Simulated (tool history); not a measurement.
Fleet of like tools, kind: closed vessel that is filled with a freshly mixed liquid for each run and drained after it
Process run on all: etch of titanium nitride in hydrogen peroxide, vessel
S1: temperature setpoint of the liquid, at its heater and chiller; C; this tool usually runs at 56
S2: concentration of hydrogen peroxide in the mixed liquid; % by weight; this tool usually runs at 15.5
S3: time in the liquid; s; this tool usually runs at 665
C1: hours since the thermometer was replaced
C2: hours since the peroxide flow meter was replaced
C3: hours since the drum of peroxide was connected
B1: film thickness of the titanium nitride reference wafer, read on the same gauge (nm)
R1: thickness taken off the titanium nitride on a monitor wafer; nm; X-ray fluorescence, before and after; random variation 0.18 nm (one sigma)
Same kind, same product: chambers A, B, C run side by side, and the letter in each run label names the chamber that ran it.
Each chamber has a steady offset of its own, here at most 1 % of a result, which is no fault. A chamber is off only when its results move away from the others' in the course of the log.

run	hour	S1	S2	S3	C1	C2	C3	B1	R1
1A	12	56	15.5	665	1153.4	1385.8	1067.7	109.99	32.97
2B	21.9	56	15.5	665	698.2	2202.1	739.2	110.01	33.467
3C	30.9	56	15.5	665	437.1	1167.4	270.9	110.02	33.821
4C	40.2	56	15.5	665	446.4	1176.7	280.2	110	33.797
5A	50.4	46.5	15.5	665	1191.8	1424.2	1106.1	109.97	16.979
6B	59.5	46.5	15.5	665	735.8	2239.7	776.8	110.03	17.142
7A	67.5	46.5	15.5	665	1208.9	1441.3	1123.2	109.99	16.879
# hour 73.1: chamber A: peroxide flow meter replaced
8B	75.9	56	15.5	665	752.2	2256.1	793.2	110.05	33.729
9C	84.8	56	15.5	665	491	1221.3	324.8	110.01	33.563
10A	90.9	56	15.5	665	1232.3	17.8	1146.6	110.01	33.348
11C	102.8	56	15.5	665	509	1239.3	342.8	110.01	33.457
12B	116.5	56	15.5	665	792.8	2296.7	833.8	110	33.579
13B	127.6	49.5	20	665	803.9	2307.8	844.9	109.94	22.189
14C	138.8	49.5	20	665	545	1275.3	378.8	110.03	22.54
15A	151.4	49.5	20	665	1292.8	78.3	1207.1	109.98	22.207
# hour 152.4: chamber C: new drum of peroxide connected
16C	159	56	15.5	665	565.2	1295.5	6.6	109.98	33.591
17B	169.8	56	15.5	665	846.1	2350	887.1	110.02	32.614
18A	177.4	56	15.5	665	1318.8	104.3	1233.1	110.01	32.695
19A	187.7	56	15.5	665	1329.1	114.6	1243.4	110.01	32.968
20C	194.6	56	15.5	665	600.8	1331.1	42.2	110.02	33.705
21B	200.7	56	15.5	665	877	2380.9	918	110.03	32.485
22A	211.1	56	15.5	665	1352.5	138	1266.8	109.97	33.243
# hour 212.1: chamber B: new drum of peroxide connected
23C	222.6	56	15.5	665	628.8	1359.1	70.2	109.98	33.563
24B	234.4	56	15.5	665	910.7	2414.6	22.3	109.99	32.102
25A	243.6	56	15.5	665	1385	170.5	1299.3	109.99	33.031
26B	256.3	56	15.5	665	932.6	2436.5	44.2	110.04	31.938
27C	269.2	56	15.5	665	675.4	1405.7	116.8	110	33.501
28B	282	56	15.5	665	958.3	2462.2	69.9	109.98	31.37

All chambers now run identical settings, listed one chamber a line with results as question marks. What results will each chamber show?
29A	291.8	56	12	665					?
29B	291.8	56	12	665					?
29C	291.8	56	12	665					?

run	R1
29A	31.482
29B	29.896
29C	31.57

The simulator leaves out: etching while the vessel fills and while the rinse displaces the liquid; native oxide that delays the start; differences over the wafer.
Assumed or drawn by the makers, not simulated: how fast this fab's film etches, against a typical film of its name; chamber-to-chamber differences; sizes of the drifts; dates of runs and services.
